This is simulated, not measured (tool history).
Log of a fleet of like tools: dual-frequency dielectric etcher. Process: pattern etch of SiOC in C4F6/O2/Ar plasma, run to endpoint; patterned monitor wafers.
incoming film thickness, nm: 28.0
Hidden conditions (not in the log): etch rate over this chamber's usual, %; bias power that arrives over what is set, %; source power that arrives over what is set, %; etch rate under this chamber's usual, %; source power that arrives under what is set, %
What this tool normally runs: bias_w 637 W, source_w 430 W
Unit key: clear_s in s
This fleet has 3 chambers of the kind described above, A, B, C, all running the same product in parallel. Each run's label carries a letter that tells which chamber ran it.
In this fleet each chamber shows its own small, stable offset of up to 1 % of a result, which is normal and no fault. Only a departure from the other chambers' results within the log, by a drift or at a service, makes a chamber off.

| run | day | bias_w | source_w | hours since the last wet clean | hours since the last bias power generator calibration | hours since the last source power generator calibration | clear_s |
|---|---|---|---|---|---|---|---|
| 1A | 0.383 | 637 | 430 | 306.1 | 1300.8 | 2948.4 | 8.4337 |
| 2C | 0.892 | 637 | 430 | 302.4 | 1178.9 | 2171.4 | 8.3055 |
| 3B | 1.225 | 637 | 430 | 292.5 | 1379.3 | 855.3 | 8.1977 |
| 4B | 1.742 | 637 | 430 | 304.9 | 1391.7 | 867.7 | 8.2088 |
| 5C | 2.071 | 637 | 430 | 330.7 | 1207.2 | 2199.7 | 8.3611 |
| 6A | 2.425 | 637 | 430 | 355.1 | 1349.8 | 2997.4 | 8.4406 |
| 7C | 2.875 | 637 | 430 | 350 | 1226.5 | 2219 | 8.3648 |
| 8A | 3.392 | 637 | 430 | 378.3 | 1373 | 3020.6 | 8.443 |
| 9B | 3.733 | 708 | 430 | 352.7 | 1439.5 | 915.5 | 8.0521 |
| 10A | 4.175 | 708 | 430 | 397.1 | 1391.8 | 3039.4 | 8.0862 |
|  | 4.579 | chamber A: wet clean of the chamber |
| 11B | 4.625 | 708 | 430 | 374.1 | 1460.9 | 936.9 | 8.0128 |
| 12C | 5.029 | 513 | 430 | 401.7 | 1278.2 | 2270.7 | 9.0547 |
| 13C | 5.367 | 513 | 430 | 409.8 | 1286.3 | 2278.8 | 9.1013 |
| 14A | 5.938 | 513 | 430 | 32.6 | 1434.1 | 3081.7 | 9.118 |
| 15B | 6.246 | 637 | 430 | 413 | 1499.8 | 975.8 | 8.3677 |
| 16A | 6.792 | 637 | 430 | 53.1 | 1454.6 | 3102.2 | 8.5465 |
|  | 6.862 | chamber B: wet clean of the chamber |
| 17C | 7.225 | 637 | 430 | 454.4 | 1330.9 | 2323.4 | 8.3139 |
| 18B | 7.508 | 637 | 430 | 15.5 | 1530.1 | 1006.1 | 8.3667 |
| 19B | 7.808 | 792 | 430 | 22.7 | 1537.3 | 1013.3 | 7.5973 |
| 20A | 8.104 | 792 | 430 | 84.6 | 1486.1 | 3133.7 | 7.7586 |
| 21C | 8.504 | 792 | 430 | 485.1 | 1361.6 | 2354.1 | 7.7498 |
| 22B | 8.996 | 637 | 430 | 51.2 | 1565.8 | 1041.8 | 8.2001 |
|  | 9.529 | chamber C: wet clean of the chamber |
| 23A | 9.546 | 546 | 380 | 119.2 | 1520.7 | 3168.3 | 9.2672 |
| 24C | 10.029 | 546 | 380 | 12.1 | 1398.2 | 2390.7 | 9.2338 |
|  | 10.375 | chamber C: source power generator calibrated |
| 25C | 10.604 | 546 | 380 | 25.9 | 1412 | 5.5 | 9.2534 |
| 26B | 11.208 | 637 | 430 | 104.3 | 1618.9 | 1094.9 | 8.2957 |
| 27A | 11.65 | 637 | 370 | 169.7 | 1571.2 | 3218.8 | 8.9656 |
| 28B | 12.142 | 637 | 370 | 126.7 | 1641.3 | 1117.3 | 8.7563 |
| 29A | 12.442 | 637 | 370 | 188.7 | 1590.2 | 3237.8 | 8.9166 |
| 30C | 12.858 | 637 | 430 | 80 | 1466.1 | 59.6 | 8.3812 |
| 31B | 13.171 | 637 | 430 | 151.4 | 1666 | 1142 | 8.3671 |
| 32A | 13.533 | 637 | 430 | 214.9 | 1616.4 | 3264 | 8.3801 |

All chambers now run identical settings, listed one chamber a line with results as question marks. What results will each chamber show?
| 33A | 13.975 | 637 | 400 |  |  |  | ? |
| 33B | 13.975 | 637 | 400 |  |  |  | ? |
| 33C | 13.975 | 637 | 400 |  |  |  | ? |

| run | clear_s |
|---|---|
| 33A | 8.7027 |
| 33B | 8.5787 |
| 33C | 8.5384 |
